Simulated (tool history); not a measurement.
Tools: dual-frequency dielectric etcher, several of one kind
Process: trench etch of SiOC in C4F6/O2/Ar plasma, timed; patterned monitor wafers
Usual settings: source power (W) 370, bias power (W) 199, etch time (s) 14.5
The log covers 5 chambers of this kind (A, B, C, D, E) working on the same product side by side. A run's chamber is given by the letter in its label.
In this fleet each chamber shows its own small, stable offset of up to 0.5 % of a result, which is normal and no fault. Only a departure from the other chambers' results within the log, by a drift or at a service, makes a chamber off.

run   hour  source power (W)  bias power (W)  etch time (s)  hours since the last wet clean  hours since the last source power generator calibration  hours since the last bias power generator calibration  read-back reference wafer on the same gauge, depth_nm  mean etch depth across the wafer (Å)
 1E    7.1               370             199           14.5                            16.0                                                    422.4                                                 1390.6                                                 25.211                                301.73
 2A   11.5               370             199           14.5                           311.2                                                    910.2                                                 1698.4                                                 25.193                                302.30
 3B   18.0               370             199           14.5                           355.5                                                   1548.5                                                 4639.2                                                 25.190                                303.78
 4D   22.2               370             199           14.5                           347.6                                                   1043.4                                                  861.9                                                 25.198                                299.25
 5C   28.8               370             199           14.5                           403.3                                                    753.3                                                  947.5                                                 25.221                                306.94
 6C   36.1               370             199           14.5                           410.6                                                    760.6                                                  954.8                                                 25.210                                303.78
 7E   44.6               370             199           14.5                            53.5                                                    459.9                                                 1428.1                                                 25.210                                303.06
 8D   52.9               370             199           14.5                           378.3                                                   1074.1                                                  892.6                                                 25.202                                301.59
 9B   58.9               370             199           14.5                           396.4                                                   1589.4                                                 4680.1                                                 25.211                                305.48
10A   66.5               370             199           14.5                           366.2                                                    965.2                                                 1753.4                                                 25.220                                302.97
11C   70.4               370             199           14.5                           444.9                                                    794.9                                                  989.1                                                 25.187                                302.61
12D   74.7               370             199           14.5                           400.1                                                   1095.9                                                  914.4                                                 25.201                                303.95
      75.4  -- chamber C: wet clean of the chamber
13A   81.0               370             199           14.5                           380.7                                                    979.7                                                 1767.9                                                 25.216                                305.08
      85.8  -- chamber D: wet clean of the chamber
14E   88.6               370             199           18.0                            97.5                                                    503.9                                                 1472.1                                                 25.189                                373.56
      95.8  -- chamber B: bias power generator calibrated
15B   97.5               370             199           18.0                           435.0                                                   1628.0                                                    1.8                                                 25.229                                377.18
16B  105.5               370             199           18.0                           443.0                                                   1636.0                                                    9.8                                                 25.228                                376.08
17E  112.1               370             199           18.0                           121.0                                                    527.4                                                 1495.6                                                 25.197                                371.08
     116.6  -- chamber A: wet clean of the chamber
18A  120.5               370             199           18.0                             3.9                                                   1019.2                                                 1807.4                                                 25.208                                375.73
19D  128.3               370             199           14.5                            42.6                                                   1149.5                                                  968.0                                                 25.177                                302.25
     130.6  -- chamber B: wet clean of the chamber
20C  134.4               370             199           14.5                            59.1                                                    858.9                                                 1053.1                                                 25.211                                303.58
21C  143.2               370             199           14.5                            67.9                                                    867.7                                                 1061.9                                                 25.189                                303.20
22D  150.4               370             199           14.5                            64.7                                                   1171.6                                                  990.1                                                 25.208                                299.95
23B  155.4               370             199           14.5                            24.8                                                   1685.9                                                   59.7                                                 25.191                                302.91
24E  161.5               370             199           14.5                           170.4                                                    576.8                                                 1545.0                                                 25.204                                302.33
25A  168.1               370             199           14.5                            51.5                                                   1066.8                                                 1855.0                                                 25.197                                300.80
26A  175.4               370             199           14.5                            58.8                                                   1074.1                                                 1862.3                                                 25.178                                301.18
27B  183.4               370             199           14.5                            52.8                                                   1713.9                                                   87.7                                                 25.199                                304.96
28E  190.3               370             199           14.5                           199.2                                                    605.6                                                 1573.8                                                 25.214                                301.82
29D  197.3               400             199           14.5                           111.6                                                   1218.5                                                 1037.0                                                 25.213                                311.85
30C  204.1               400             199           14.5                           128.8                                                    928.6                                                 1122.8                                                 25.204                                311.22
31A  212.8               400             199           14.5                            96.2                                                   1111.5                                                 1899.7                                                 25.214                                311.05
32B  217.5               400             199           14.5                            86.9                                                   1748.0                                                  121.8                                                 25.223                                312.24
33E  223.9               400             199           14.5                           232.8                                                    639.2                                                 1607.4                                                 25.212                                309.97
34C  229.5               370             199           14.5                           154.2                                                    954.0                                                 1148.2                                                 25.193                                301.15
35D  236.7               400             199           10.5                           151.0                                                   1257.9                                                 1076.4                                                 25.211                                225.19
36A  240.9               400             199           10.5                           124.3                                                   1139.6                                                 1927.8                                                 25.217                                224.98
37E  245.9               400             199           10.5                           254.8                                                    661.2                                                 1629.4                                                 25.182                                223.11
38B  249.7               400             199           10.5                           119.1                                                   1780.2                                                  154.0                                                 25.194                                226.04
39C  257.6               400             199           10.5                           182.3                                                    982.1                                                 1176.3                                                 25.208                                226.25
40D  261.7               370             199           14.5                           176.0                                                   1282.9                                                 1101.4                                                 25.164                                302.51
41C  269.8               370             199           14.5                           194.5                                                    994.3                                                 1188.5                                                 25.217                                303.72
42B  274.0               370             199           14.5                           143.4                                                   1804.5                                                  178.3                                                 25.168                                304.65
43E  279.1               370             199           14.5                           288.0                                                    694.4                                                 1662.6                                                 25.196                                303.98

All chambers now run identical settings, listed one chamber a line with results as question marks. What results will each chamber show?
44A  285.5               300             199           14.5                                                                                                                                                                                                                                            ?
44B  285.5               300             199           14.5                                                                                                                                                                                                                                            ?
44C  285.5               300             199           14.5                                                                                                                                                                                                                                            ?
44D  285.5               300             199           14.5                                                                                                                                                                                                                                            ?
44E  285.5               300             199           14.5                                                                                                                                                                                                                                            ?

run  mean etch depth across the wafer (Å)
44A                                275.95
44B                                278.77
44C                                281.26
44D                                278.39
44E                                276.49
